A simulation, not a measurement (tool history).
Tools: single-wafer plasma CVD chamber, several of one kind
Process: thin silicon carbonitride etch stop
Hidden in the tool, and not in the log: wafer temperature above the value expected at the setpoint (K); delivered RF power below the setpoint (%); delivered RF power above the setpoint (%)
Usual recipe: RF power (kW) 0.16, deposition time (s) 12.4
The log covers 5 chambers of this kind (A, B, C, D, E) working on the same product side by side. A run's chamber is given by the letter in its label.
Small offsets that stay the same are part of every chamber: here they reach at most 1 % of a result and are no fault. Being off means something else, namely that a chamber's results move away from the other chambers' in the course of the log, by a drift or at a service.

run,day,RF power (kW),deposition time (s),hours since the last thermocouple change,hours since the last RF generator calibration,"read-back reference wafer on the same gauge, thickness_nm",mean film thickness on the monitor wafer (angstrom)
1B,0.188,0.16,12.4,1350.7,618.9,7.3773,65.778
2A,0.512,0.16,12.4,703.3,507.7,7.379,65.567
3D,0.788,0.16,12.4,1206.8,283.7,7.3767,66.189
4C,1.008,0.16,12.4,308.4,128.1,7.3746,66.591
5E,1.183,0.16,12.4,580.6,706.1,7.3767,65.696
6C,1.438,0.18,13.3,318.7,138.4,7.3752,74.13
7E,1.738,0.18,13.3,593.9,719.4,7.3757,72.817
8A,2.012,0.18,13.3,739.3,543.7,7.3723,72.884
9D,2.333,0.18,13.3,1243.9,320.8,7.3686,73.391
10B,2.65,0.18,13.3,1409.8,678,7.3712,73.032
11A,2.896,0.16,12.4,760.5,564.9,7.3704,65.56
12B,3.092,0.16,12.4,1420.4,688.6,7.3689,65.687
13C,3.317,0.16,12.4,363.8,183.5,7.3678,66.573
14D,3.483,0.16,12.4,1271.5,348.4,7.3655,66.135
15E,3.721,0.16,12.4,641.5,767,7.3686,65.561
16C,4.046,0.19,10.7,381.3,201,7.3636,60.464
17D,4.275,0.19,10.7,1290.5,367.4,7.3637,60.017
18B,4.446,0.19,10.7,1452.9,721.1,7.3607,59.598
19E,4.65,0.19,10.7,663.8,789.3,7.3631,59.463
20A,4.921,0.19,10.7,809.1,613.5,7.3589,59.549
21B,5.225,0.16,12.4,1471.6,739.8,7.3608,65.572
22E,5.408,0.16,12.4,682,807.5,7.3591,65.553
23C,5.621,0.16,12.4,419.1,238.8,7.3588,66.415
24D,5.821,0.16,12.4,1327.6,404.5,7.3578,66.09
25A,6.083,0.16,12.4,837,641.4,7.3562,65.5
26E,6.367,0.16,12.4,705,830.5,7.353,65.314
27B,6.638,0.16,12.4,1505.5,773.7,7.3547,65.515
28D,6.862,0.16,12.4,1352.6,429.5,7.3542,65.883
29A,7.046,0.16,12.4,860.1,664.5,7.3504,65.491
30C,7.2,0.16,12.4,457,276.7,7.35,66.376
31C,7.367,0.16,12.4,461,280.7,7.3522,66.313
32E,7.662,0.16,12.4,736.1,861.6,7.3503,65.389
33D,7.896,0.18,12.4,1377.4,454.3,7.3478,68.331
# day 8.15: chamber B: thermocouple changed; heater temperature recalibrated
34B,8.167,0.18,12.4,0.4,810.4,7.3474,67.885
35A,8.396,0.18,12.4,892.5,696.9,7.3457,67.64
36A,8.675,0.18,12.4,899.2,703.6,7.3465,67.578

The same settings go to every chamber for the next run, one line per chamber below. Forecast the results for each:
37A,8.912,0.16,12.4,,,,?
37B,8.912,0.16,12.4,,,,?
37C,8.912,0.16,12.4,,,,?
37D,8.912,0.16,12.4,,,,?
37E,8.912,0.16,12.4,,,,?

run,mean film thickness on the monitor wafer (angstrom)
37A,65.264
37B,65.627
37C,66.288
37D,65.974
37E,65.493

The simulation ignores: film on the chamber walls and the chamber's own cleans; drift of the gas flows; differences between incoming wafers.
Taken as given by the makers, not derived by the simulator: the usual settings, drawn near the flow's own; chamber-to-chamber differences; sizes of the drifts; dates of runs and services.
